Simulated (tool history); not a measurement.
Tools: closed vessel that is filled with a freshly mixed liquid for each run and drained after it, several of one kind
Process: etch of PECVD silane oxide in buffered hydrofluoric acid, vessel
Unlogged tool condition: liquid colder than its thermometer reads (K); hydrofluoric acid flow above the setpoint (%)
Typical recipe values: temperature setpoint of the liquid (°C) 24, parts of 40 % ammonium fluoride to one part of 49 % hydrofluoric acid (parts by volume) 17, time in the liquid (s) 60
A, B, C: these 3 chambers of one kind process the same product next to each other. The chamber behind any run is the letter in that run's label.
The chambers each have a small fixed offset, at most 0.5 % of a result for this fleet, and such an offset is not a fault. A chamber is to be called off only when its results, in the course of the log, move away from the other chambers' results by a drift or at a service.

run	day	temperature setpoint of the liquid (°C)	parts of 40 % ammonium fluoride to one part of 49 % hydrofluoric acid (parts by volume)	time in the liquid (s)	hours since the thermometer was replaced	hours since the hydrofluoric acid flow meter was replaced	read-back film thickness of the PECVD silane oxide reference wafer, read on the same gauge (nm)	thickness taken off the PECVD silane oxide on a monitor wafer (nm)
1C	0.238	24	17	60	942.6	557.4	40.026	102.92
2B	0.412	24	17	60	23.1	1798.6	40.001	104.21
3A	0.667	24	17	60	471.2	345.4	39.999	103.69
4A	1.025	24	17	60	479.8	354	39.986	103.1
5C	1.246	24	17	60	966.8	581.6	39.974	103.1
6B	1.45	24	17	60	48	1823.5	39.998	103.19
7A	1.683	24	17	60	495.6	369.8	40.013	103.39
8B	2.017	24	22	85	61.6	1837.1	40.018	114.97
9C	2.183	24	22	85	989.3	604.1	39.983	116.84
10A	2.358	24	22	85	511.8	386	39.986	116.38
11C	2.546	21.5	14	60	998	612.8	39.984	109.38
12B	2.733	21.5	14	60	78.8	1854.3	40.004	109.91
13C	2.942	21.5	14	60	1007.5	622.3	39.997	107.16
14B	3.121	21.5	21	60	88.1	1863.6	40.012	74.413
15A	3.35	21.5	21	60	535.6	409.8	40.002	74.448
16B	3.588	21.5	21	60	99.3	1874.8	40.009	74.806
17A	3.754	24	17	60	545.3	419.5	40.014	102.97
18C	3.921	24	17	60	1031	645.8	40.013	101.33
19B	4.212	24	17	60	114.3	1889.8	39.981	104.07
20C	4.554	24	17	60	1046.2	661	39.98	102.88
21A	4.758	24	17	60	569.4	443.6	39.984	103.18
22B	5.112	24	17	60	135.9	1911.4	39.997	104.34

Is one chamber out of step, is the gauge drifting, or do the chambers differ by no more than their own small offsets? For an off chamber, give its letter and the likeliest cause.

Beyond each chamber's small constant offset nothing stands out, and the gauge stays steady.
